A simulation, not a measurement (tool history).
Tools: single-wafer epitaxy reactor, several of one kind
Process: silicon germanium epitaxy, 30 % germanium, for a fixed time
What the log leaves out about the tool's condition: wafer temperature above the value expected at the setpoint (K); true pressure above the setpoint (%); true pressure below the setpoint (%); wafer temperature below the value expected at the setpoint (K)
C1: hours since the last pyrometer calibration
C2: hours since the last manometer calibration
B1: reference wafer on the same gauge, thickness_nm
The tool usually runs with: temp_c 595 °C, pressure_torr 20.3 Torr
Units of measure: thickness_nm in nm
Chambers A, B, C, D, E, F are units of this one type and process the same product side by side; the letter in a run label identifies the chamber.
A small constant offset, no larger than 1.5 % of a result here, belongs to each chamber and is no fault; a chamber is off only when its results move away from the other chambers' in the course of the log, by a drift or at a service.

run 1D hour=4.9 | temp_c=595 pressure_torr=20.3 | C1=1182.5 C2=820.2 | B1=60.518 | thickness_nm=54.091
run 2E hour=9.5 | temp_c=595 pressure_torr=20.3 | C1=844.6 C2=879.1 | B1=60.568 | thickness_nm=53.988
run 3F hour=14.2 | temp_c=595 pressure_torr=20.3 | C1=2180.6 C2=1505.2 | B1=60.433 | thickness_nm=53.962
run 4B hour=22.1 | temp_c=595 pressure_torr=20.3 | C1=772.2 C2=501.9 | B1=60.555 | thickness_nm=53.362
run 5A hour=29 | temp_c=595 pressure_torr=20.3 | C1=1367.2 C2=1216.6 | B1=60.44 | thickness_nm=55.296
run 6C hour=35.7 | temp_c=595 pressure_torr=20.3 | C1=1585.7 C2=1460.7 | B1=60.48 | thickness_nm=54.566
run 7B hour=45.7 | temp_c=595 pressure_torr=20.3 | C1=795.8 C2=525.5 | B1=60.458 | thickness_nm=53.438
-- hour=49.7 chamber F: pyrometer calibrated
run 8F hour=55.9 | temp_c=595 pressure_torr=20.3 | C1=6.2 C2=1546.9 | B1=60.531 | thickness_nm=53.743
run 9A hour=63.5 | temp_c=595 pressure_torr=20.3 | C1=1401.7 C2=1251.1 | B1=60.555 | thickness_nm=55.234
run 10E hour=71.4 | temp_c=590 pressure_torr=20.3 | C1=906.5 C2=941 | B1=60.477 | thickness_nm=49.014
run 11C hour=76.5 | temp_c=590 pressure_torr=20.3 | C1=1626.5 C2=1501.5 | B1=60.57 | thickness_nm=49.102
run 12D hour=85 | temp_c=590 pressure_torr=20.3 | C1=1262.6 C2=900.3 | B1=60.455 | thickness_nm=49.144
run 13F hour=92.1 | temp_c=590 pressure_torr=20.3 | C1=42.4 C2=1583.1 | B1=60.52 | thickness_nm=49.838
run 14C hour=100.9 | temp_c=590 pressure_torr=20.3 | C1=1650.9 C2=1525.9 | B1=60.48 | thickness_nm=49.311
run 15B hour=106.3 | temp_c=590 pressure_torr=20.3 | C1=856.4 C2=586.1 | B1=60.406 | thickness_nm=48.834
run 16D hour=112.8 | temp_c=595 pressure_torr=20.3 | C1=1290.4 C2=928.1 | B1=60.538 | thickness_nm=53.976
run 17A hour=120.7 | temp_c=595 pressure_torr=20.3 | C1=1458.9 C2=1308.3 | B1=60.509 | thickness_nm=55.205
run 18E hour=126.5 | temp_c=595 pressure_torr=20.3 | C1=961.6 C2=996.1 | B1=60.524 | thickness_nm=54.289
-- hour=127.3 chamber D: pyrometer calibrated
run 19F hour=133.5 | temp_c=595 pressure_torr=20.3 | C1=83.8 C2=1624.5 | B1=60.474 | thickness_nm=54.176
run 20E hour=140.1 | temp_c=595 pressure_torr=20.3 | C1=975.2 C2=1009.7 | B1=60.498 | thickness_nm=53.953
run 21A hour=150.3 | temp_c=595 pressure_torr=20.3 | C1=1488.5 C2=1337.9 | B1=60.427 | thickness_nm=55.01
run 22D hour=156 | temp_c=595 pressure_torr=20.3 | C1=28.7 C2=971.3 | B1=60.526 | thickness_nm=51.737
run 23C hour=162.7 | temp_c=595 pressure_torr=20.3 | C1=1712.7 C2=1587.7 | B1=60.545 | thickness_nm=54.823
run 24B hour=167.7 | temp_c=595 pressure_torr=20.3 | C1=917.8 C2=647.5 | B1=60.55 | thickness_nm=53.966
-- hour=170 chamber C: pyrometer calibrated
run 25A hour=173 | temp_c=601 pressure_torr=20.3 | C1=1511.2 C2=1360.6 | B1=60.447 | thickness_nm=60.96
run 26D hour=177.9 | temp_c=601 pressure_torr=20.3 | C1=50.6 C2=993.2 | B1=60.523 | thickness_nm=58.027
run 27B hour=186.1 | temp_c=601 pressure_torr=20.3 | C1=936.2 C2=665.9 | B1=60.457 | thickness_nm=59.22
run 28C hour=193.4 | temp_c=601 pressure_torr=20.3 | C1=23.4 C2=1618.4 | B1=60.521 | thickness_nm=61.052
run 29E hour=200.5 | temp_c=601 pressure_torr=20.3 | C1=1035.6 C2=1070.1 | B1=60.531 | thickness_nm=59.754
run 30F hour=208.7 | temp_c=601 pressure_torr=20.3 | C1=159 C2=1699.7 | B1=60.473 | thickness_nm=60.999
run 31E hour=215.4 | temp_c=595 pressure_torr=20.3 | C1=1050.5 C2=1085 | B1=60.54 | thickness_nm=54.067
run 32D hour=224.1 | temp_c=595 pressure_torr=20.3 | C1=96.8 C2=1039.4 | B1=60.448 | thickness_nm=52.16
run 33B hour=229.3 | temp_c=595 pressure_torr=20.3 | C1=979.4 C2=709.1 | B1=60.494 | thickness_nm=53.355
run 34A hour=235.5 | temp_c=595 pressure_torr=20.3 | C1=1573.7 C2=1423.1 | B1=60.462 | thickness_nm=54.958
run 35F hour=244.1 | temp_c=595 pressure_torr=20.3 | C1=194.4 C2=1735.1 | B1=60.517 | thickness_nm=54.096
run 36C hour=250.6 | temp_c=595 pressure_torr=20.3 | C1=80.6 C2=1675.6 | B1=60.536 | thickness_nm=54.125
run 37A hour=255.7 | temp_c=600 pressure_torr=15.4 | C1=1593.9 C2=1443.3 | B1=60.433 | thickness_nm=53.309
run 38B hour=263.6 | temp_c=600 pressure_torr=15.4 | C1=1013.7 C2=743.4 | B1=60.557 | thickness_nm=52.874
run 39D hour=272.4 | temp_c=600 pressure_torr=15.4 | C1=145.1 C2=1087.7 | B1=60.432 | thickness_nm=50.788
run 40F hour=279.5 | temp_c=600 pressure_torr=15.4 | C1=229.8 C2=1770.5 | B1=60.56 | thickness_nm=53.262
run 41E hour=287.1 | temp_c=600 pressure_torr=15.4 | C1=1122.2 C2=1156.7 | B1=60.452 | thickness_nm=53.414
run 42C hour=295.3 | temp_c=600 pressure_torr=15.4 | C1=125.3 C2=1720.3 | B1=60.478 | thickness_nm=53.092
run 43C hour=300 | temp_c=595 pressure_torr=20.3 | C1=130 C2=1725 | B1=60.581 | thickness_nm=53.939
run 44D hour=309.8 | temp_c=595 pressure_torr=20.3 | C1=182.5 C2=1125.1 | B1=60.504 | thickness_nm=51.831

Is one chamber out of step, is the gauge drifting, or do the chambers differ by no more than their own small offsets? For an off chamber, give its letter and the likeliest cause.

A service left chamber D off against the others.
What lies behind it: wafer temperature below the value expected at the setpoint (K) = 1.97.

Which of the 4 candidates below, each the usual settings with something changed and its results left as question marks, puts chamber D back in line with what the other chambers give on the usual settings?
In line here means within this much of the mean the other chambers give on the usual settings: thickness_nm 1 nm
run 45D-1 hour=317.4 | temp_c=595 pressure_torr=22.3 | thickness_nm=?
run 45D-2 hour=317.4 | temp_c=593 pressure_torr=20.1 | thickness_nm=?
run 45D-3 hour=317.4 | temp_c=599 pressure_torr=20.3 | thickness_nm=?
run 45D-4 hour=317.4 | temp_c=591 pressure_torr=20.3 | thickness_nm=?

On the usual settings, the other chambers give on average: thickness_nm 54.196 nm
run=45D-1 thickness_nm=53.982
run=45D-2 thickness_nm=49.823
run=45D-3 thickness_nm=55.967
run=45D-4 thickness_nm=48.172
45D-1 brings the chamber back in line.
